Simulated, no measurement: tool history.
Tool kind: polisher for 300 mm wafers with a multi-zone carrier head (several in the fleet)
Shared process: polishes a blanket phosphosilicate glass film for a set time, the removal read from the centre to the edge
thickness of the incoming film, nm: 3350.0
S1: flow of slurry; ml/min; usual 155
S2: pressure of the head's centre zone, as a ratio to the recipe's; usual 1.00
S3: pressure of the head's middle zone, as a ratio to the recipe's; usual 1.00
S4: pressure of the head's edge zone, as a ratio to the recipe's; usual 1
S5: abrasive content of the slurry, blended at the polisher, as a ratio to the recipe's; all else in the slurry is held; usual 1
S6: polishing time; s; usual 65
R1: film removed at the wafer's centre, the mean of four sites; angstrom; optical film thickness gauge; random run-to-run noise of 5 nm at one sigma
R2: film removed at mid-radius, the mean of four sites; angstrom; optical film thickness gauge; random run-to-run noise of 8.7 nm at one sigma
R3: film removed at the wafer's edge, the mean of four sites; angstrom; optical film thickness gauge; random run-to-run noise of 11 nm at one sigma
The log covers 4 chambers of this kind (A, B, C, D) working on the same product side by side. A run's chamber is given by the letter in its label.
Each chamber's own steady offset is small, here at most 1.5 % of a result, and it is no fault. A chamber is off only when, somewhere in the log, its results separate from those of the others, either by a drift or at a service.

run 1A hour=4.3 | S1=155 S2=1.00 S3=1.00 S4=1 S5=1 S6=65 | R1=8046.5 R2=8210.8 R3=8133.4
run 2C hour=7.7 | S1=155 S2=1.00 S3=1.00 S4=1 S5=1 S6=65 | R1=8066.5 R2=8155.8 R3=8184.9
run 3B hour=12.2 | S1=155 S2=1.00 S3=1.00 S4=1 S5=1 S6=65 | R1=8169.6 R2=8158.3 R3=7995.1
run 4D hour=15.1 | S1=155 S2=1.00 S3=1.00 S4=1 S5=1 S6=65 | R1=8212.9 R2=8234.9 R3=7963.9
-- hour=15.9 chamber C: worn pad replaced by a new one
run 5D hour=18.1 | S1=155 S2=1.00 S3=1.00 S4=1 S5=1 S6=65 | R1=8165.2 R2=8178.0 R3=7957.2
run 6B hour=21.6 | S1=155 S2=1.00 S3=1.00 S4=1 S5=1 S6=65 | R1=8186.9 R2=8113.9 R3=8246.7
run 7A hour=24.9 | S1=155 S2=1.00 S3=1.00 S4=1 S5=1 S6=65 | R1=8056.6 R2=8104.7 R3=8117.6
run 8C hour=29.4 | S1=155 S2=1.00 S3=1.00 S4=1 S5=1 S6=65 | R1=8080.2 R2=8210.4 R3=8159.9
run 9A hour=33.5 | S1=155 S2=1.00 S3=1.00 S4=1 S5=1 S6=65 | R1=8135.3 R2=8054.1 R3=7841.3
-- hour=35.5 chamber D: worn pad replaced by a new one
run 10C hour=36.1 | S1=155 S2=1.00 S3=1.00 S4=1 S5=1 S6=65 | R1=8114.5 R2=8065.1 R3=8210.2
run 11B hour=40.5 | S1=155 S2=1.00 S3=1.00 S4=1 S5=1 S6=65 | R1=8230.0 R2=7990.6 R3=8163.3
run 12D hour=43.0 | S1=155 S2=1.00 S3=1.00 S4=1 S5=1 S6=65 | R1=8089.9 R2=8160.8 R3=7881.5
run 13C hour=45.5 | S1=155 S2=1.00 S3=1.00 S4=1 S5=1 S6=65 | R1=8109.8 R2=8195.1 R3=8025.0
-- hour=48.4 chamber B: centre zone pressure recalibrated
run 14B hour=49.2 | S1=155 S2=1.00 S3=1.00 S4=1 S5=1 S6=65 | R1=7465.6 R2=8237.3 R3=8119.9
run 15D hour=51.6 | S1=155 S2=1.00 S3=1.00 S4=1 S5=1 S6=65 | R1=8103.9 R2=8323.0 R3=8152.5
run 16A hour=54.1 | S1=155 S2=1.00 S3=1.00 S4=1 S5=1 S6=65 | R1=8121.2 R2=8265.7 R3=7942.2
-- hour=57.4 chamber A: worn pad replaced by a new one
run 17D hour=58.6 | S1=155 S2=1.00 S3=1.00 S4=1 S5=1 S6=65 | R1=8084.0 R2=8130.9 R3=8261.3
run 18A hour=61.8 | S1=155 S2=1.00 S3=1.00 S4=1 S5=1 S6=65 | R1=8157.7 R2=8197.1 R3=8126.7
run 19C hour=66.1 | S1=155 S2=1.00 S3=1.00 S4=1 S5=1 S6=65 | R1=8115.4 R2=8222.6 R3=8039.1
-- hour=70.3 chamber B: worn pad replaced by a new one
run 20B hour=70.4 | S1=155 S2=1.00 S3=1.00 S4=1 S5=1 S6=65 | R1=7452.9 R2=8137.5 R3=7960.8
run 21A hour=72.7 | S1=155 S2=1.00 S3=1.00 S4=1 S5=1 S6=65 | R1=8157.4 R2=8259.6 R3=8273.8
run 22B hour=76.3 | S1=155 S2=1.00 S3=0.95 S4=1 S5=1 S6=44 | R1=5031.5 R2=5244.1 R3=5471.8
run 23C hour=80.3 | S1=155 S2=1.00 S3=0.95 S4=1 S5=1 S6=44 | R1=5482.6 R2=5261.0 R3=5477.5
-- hour=82.0 chamber C: worn pad replaced by a new one
run 24D hour=84.8 | S1=155 S2=1.00 S3=0.95 S4=1 S5=1 S6=44 | R1=5476.2 R2=5156.8 R3=5443.1
run 25B hour=88.7 | S1=155 S2=1.00 S3=0.95 S4=1 S5=1 S6=44 | R1=5122.7 R2=5229.0 R3=5490.3
run 26D hour=93.0 | S1=155 S2=1.00 S3=1.00 S4=1 S5=1 S6=65 | R1=8133.3 R2=8146.1 R3=8114.8
run 27C hour=97.2 | S1=155 S2=1.00 S3=1.00 S4=1 S5=1 S6=65 | R1=8182.6 R2=8074.5 R3=8267.6
run 28A hour=99.8 | S1=155 S2=1.00 S3=1.00 S4=1 S5=1 S6=65 | R1=8130.0 R2=8062.2 R3=8209.6
run 29B hour=102.2 | S1=155 S2=1.00 S3=1.00 S4=1 S5=1 S6=65 | R1=7554.6 R2=8104.1 R3=8200.5
-- hour=103.5 chamber C: edge zone pressure recalibrated
-- hour=103.7 chamber D: centre zone pressure recalibrated
run 30C hour=105.6 | S1=155 S2=1.00 S3=1.00 S4=1 S5=1 S6=65 | R1=8089.7 R2=8219.4 R3=8080.9
run 31A hour=110.0 | S1=155 S2=1.00 S3=1.00 S4=1 S5=1 S6=65 | R1=8140.4 R2=8369.0 R3=8111.7
run 32D hour=114.1 | S1=155 S2=1.00 S3=1.00 S4=1 S5=1 S6=65 | R1=8160.0 R2=8170.5 R3=8037.1
run 33B hour=118.0 | S1=155 S2=1.00 S3=1.00 S4=1 S5=1 S6=65 | R1=7599.3 R2=8201.2 R3=8050.3
run 34C hour=121.1 | S1=155 S2=1.00 S3=1.00 S4=1 S5=1 S6=65 | R1=8111.8 R2=8212.7 R3=8129.3
run 35D hour=124.3 | S1=155 S2=1.00 S3=1.00 S4=1 S5=1 S6=65 | R1=8028.1 R2=8254.0 R3=8091.2
-- hour=127.4 chamber D: worn pad replaced by a new one
run 36A hour=128.6 | S1=155 S2=1.00 S3=1.00 S4=1 S5=1 S6=65 | R1=8080.6 R2=8119.3 R3=7982.5
run 37D hour=130.7 | S1=155 S2=1.00 S3=1.00 S4=1 S5=1 S6=65 | R1=8179.3 R2=8115.5 R3=8311.5
run 38B hour=133.0 | S1=115 S2=0.94 S3=1.00 S4=1 S5=1 S6=65 | R1=6473.6 R2=7620.9 R3=7572.9
run 39A hour=137.4 | S1=115 S2=0.94 S3=1.00 S4=1 S5=1 S6=65 | R1=7006.1 R2=7730.0 R3=7768.9
run 40C hour=140.3 | S1=115 S2=0.94 S3=1.00 S4=1 S5=1 S6=65 | R1=7005.9 R2=7717.8 R3=7734.0
-- hour=142.1 chamber C: worn pad replaced by a new one
run 41B hour=142.6 | S1=115 S2=0.94 S3=1.00 S4=1 S5=1 S6=65 | R1=6636.3 R2=7573.7 R3=7654.6
run 42D hour=145.1 | S1=155 S2=1.00 S3=1.00 S4=1 S5=1 S6=65 | R1=8097.6 R2=8006.3 R3=7994.7
run 43C hour=148.6 | S1=155 S2=1.00 S3=1.00 S4=1 S5=1 S6=65 | R1=8027.4 R2=8233.2 R3=8147.6

Has any chamber moved away from the others, gradually or after a service, or does the common gauge drift, or do the chambers differ only by their own small steady offsets? State the chamber and the most likely cause if one applies.

A service left chamber B off against the others.
Most likely cause: centre zone's pressure below its setpoint, % = 7.31.

Below are 4 candidate recipes for chamber B's next run, each the usual settings with a change, their results shown as question marks. Which of them brings B's results back in line with what the other chambers give on the usual settings?
In-line tolerance around the mean of the other chambers on the usual settings: R1 180.0 angstrom; R2 300.0 angstrom; R3 370.0 angstrom
run 44B-1 hour=151.8 | S1=155 S2=0.97 S3=1.00 S4=1.01 S5=1 S6=65 | R1=? R2=? R3=?
run 44B-2 hour=151.8 | S1=150 S2=0.94 S3=1.00 S4=1.03 S5=1 S6=65 | R1=? R2=? R3=?
run 44B-3 hour=151.8 | S1=155 S2=1.03 S3=1.00 S4=0.99 S5=1 S6=65 | R1=? R2=? R3=?
run 44B-4 hour=151.8 | S1=160 S2=1.06 S3=1.00 S4=0.97 S5=1 S6=65 | R1=? R2=? R3=?

What the other chambers average on the usual settings: R1 8106.4 angstrom; R2 8178.7 angstrom; R3 8071.1 angstrom
run=44B-1 R1=7261.9 R2=8090.5 R3=8255.5
run=44B-2 R1=6967.9 R2=8042.6 R3=8306.7
run=44B-3 R1=7754.0 R2=8088.2 R3=8168.0
run=44B-4 R1=8051.7 R2=8133.4 R3=8113.6
It is 44B-4 that realigns the chamber with its peers.
